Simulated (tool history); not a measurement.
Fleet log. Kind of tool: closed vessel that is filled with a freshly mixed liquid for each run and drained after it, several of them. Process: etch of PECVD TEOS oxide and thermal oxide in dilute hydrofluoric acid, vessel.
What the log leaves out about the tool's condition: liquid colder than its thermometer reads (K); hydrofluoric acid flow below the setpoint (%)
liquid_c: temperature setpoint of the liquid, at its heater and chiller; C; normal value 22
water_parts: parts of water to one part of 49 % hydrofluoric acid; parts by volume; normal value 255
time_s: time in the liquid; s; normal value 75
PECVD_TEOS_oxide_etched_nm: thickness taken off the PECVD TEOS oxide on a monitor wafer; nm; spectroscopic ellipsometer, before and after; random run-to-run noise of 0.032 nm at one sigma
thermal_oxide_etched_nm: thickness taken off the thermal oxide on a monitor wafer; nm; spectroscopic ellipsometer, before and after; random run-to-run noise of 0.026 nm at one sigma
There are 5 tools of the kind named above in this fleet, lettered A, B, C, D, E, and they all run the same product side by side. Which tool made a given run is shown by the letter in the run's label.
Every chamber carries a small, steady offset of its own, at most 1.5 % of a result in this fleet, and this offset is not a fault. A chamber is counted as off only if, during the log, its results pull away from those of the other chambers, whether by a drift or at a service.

run	day	liquid_c	water_parts	time_s	hours since the thermometer was replaced	hours since the hydrofluoric acid flow meter was replaced	read-back film thickness of the PECVD TEOS oxide reference wafer, read on the same gauge (nm)	read-back film thickness of the thermal oxide reference wafer, read on the same gauge (nm)	PECVD_TEOS_oxide_etched_nm	thermal_oxide_etched_nm
1E	0.271	22	255	75	2240.4	396.6	129.99	29.971	4.3342	1.0991
2A	0.638	22	255	75	163.6	1764.2	130.02	29.997	4.2783	1.1174
3C	0.992	22	255	75	1162.1	328.4	129.96	30.017	4.3036	1.1105
4B	1.3	22	255	75	1296.7	1310.7	130.01	30.031	4.3109	1.1481
5D	1.567	24	255	50	686.4	132.5	130.03	30.008	3.1284	0.76154
6C	1.75	24	255	50	1180.3	346.6	130	30.017	3.0805	0.80509
7A	2.088	24	255	50	198.4	1799	130	29.996	3.0808	0.78068
8E	2.358	24	255	50	2290.5	446.7	129.99	30	3.1417	0.78742
9D	2.608	24	255	50	711.4	157.5	130.03	30.007	3.1126	0.7658
10B	2.771	22	255	75	1332	1346	129.99	30.059	4.2668	1.1095
11E	3.088	22	255	75	2308	464.2	129.99	30.007	4.3399	1.0739
12C	3.262	22	255	75	1216.6	382.9	129.99	29.983	4.2783	1.0895
13A	3.525	22	255	75	232.9	1833.5	130.03	30.01	4.3114	1.129
14B	3.892	22	255	75	1358.9	1372.9	129.98	29.964	4.2942	1.0896
15D	4.083	22	255	75	746.8	192.9	130	29.98	4.3515	1.1223
16D	4.246	22	255	75	750.7	196.8	130.01	29.993	4.3294	1.1233
17E	4.454	22	255	75	2340.8	497	130	30.038	4.3077	1.1211
18A	4.65	23.5	150	75	259.9	1860.5	130	30.039	8.6145	2.2841
# day 4.779: chamber E: thermometer replaced
19B	4.954	23.5	150	75	1384.4	1398.4	129.98	29.978	8.5974	2.2467
20C	5.217	23.5	150	75	1263.5	429.8	129.98	30.031	8.6449	2.2673
# day 5.475: chamber B: hydrofluoric acid flow meter replaced
21C	5.571	23.5	150	75	1272	438.3	130.01	30.023	8.5914	2.2552
22E	5.821	23.5	150	75	25	529.8	130	29.985	8.7752	2.2693
23D	6.104	22	255	75	795.3	241.4	130.01	29.977	4.3274	1.0771
24A	6.288	22	255	75	299.2	1899.8	130.01	29.988	4.2862	1.0854
25B	6.608	22	255	75	1424.1	27.2	130	29.975	4.2712	1.1101
26E	6.858	22	255	75	49.9	554.7	130.02	29.986	4.3655	1.09
27C	7.079	22	255	75	1308.2	474.5	130.02	29.99	4.29	1.1399
# day 7.212: chamber C: thermometer replaced
28A	7.325	22	255	75	324.1	1924.7	130	30.036	4.2993	1.0857
29D	7.5	22	255	75	828.8	274.9	130.01	30.027	4.3246	1.0928
30B	7.821	22	255	75	1453.2	56.3	130	30.002	4.3278	1.1393
31B	8	22	255	75	1457.5	60.6	130.01	29.983	4.2837	1.1012
32A	8.325	22	255	75	348.1	1948.7	129.98	30.024	4.3165	1.1335
33D	8.692	22	255	75	857.4	303.5	130.02	30.04	4.3967	1.1007
34C	8.933	22	255	75	41.3	519	130.01	29.986	4.3123	1.1025
35E	9.096	22	255	75	103.6	608.4	129.97	30.018	4.3352	1.078
36E	9.379	22	255	75	110.4	615.2	130.01	30.016	4.3495	1.1045
37C	9.708	22	255	75	59.9	537.6	130.01	29.976	4.289	1.0923
38A	9.988	22	255	75	388	1988.6	130.03	29.979	4.2949	1.1273
39D	10.15	26	255	75	892.4	338.5	130	30.004	5.0094	1.3157

Next, all 5 chambers run the settings below, one line each with question marks for the results. What does each chamber give?
40A	10.412	22	255	75					?	?
40B	10.412	22	255	75					?	?
40C	10.412	22	255	75					?	?
40D	10.412	22	255	75					?	?
40E	10.412	22	255	75					?	?

run	PECVD_TEOS_oxide_etched_nm	thermal_oxide_etched_nm
40A	4.2867	1.1104
40B	4.3052	1.1343
40C	4.2672	1.1236
40D	4.3229	1.1225
40E	4.3253	1.0761

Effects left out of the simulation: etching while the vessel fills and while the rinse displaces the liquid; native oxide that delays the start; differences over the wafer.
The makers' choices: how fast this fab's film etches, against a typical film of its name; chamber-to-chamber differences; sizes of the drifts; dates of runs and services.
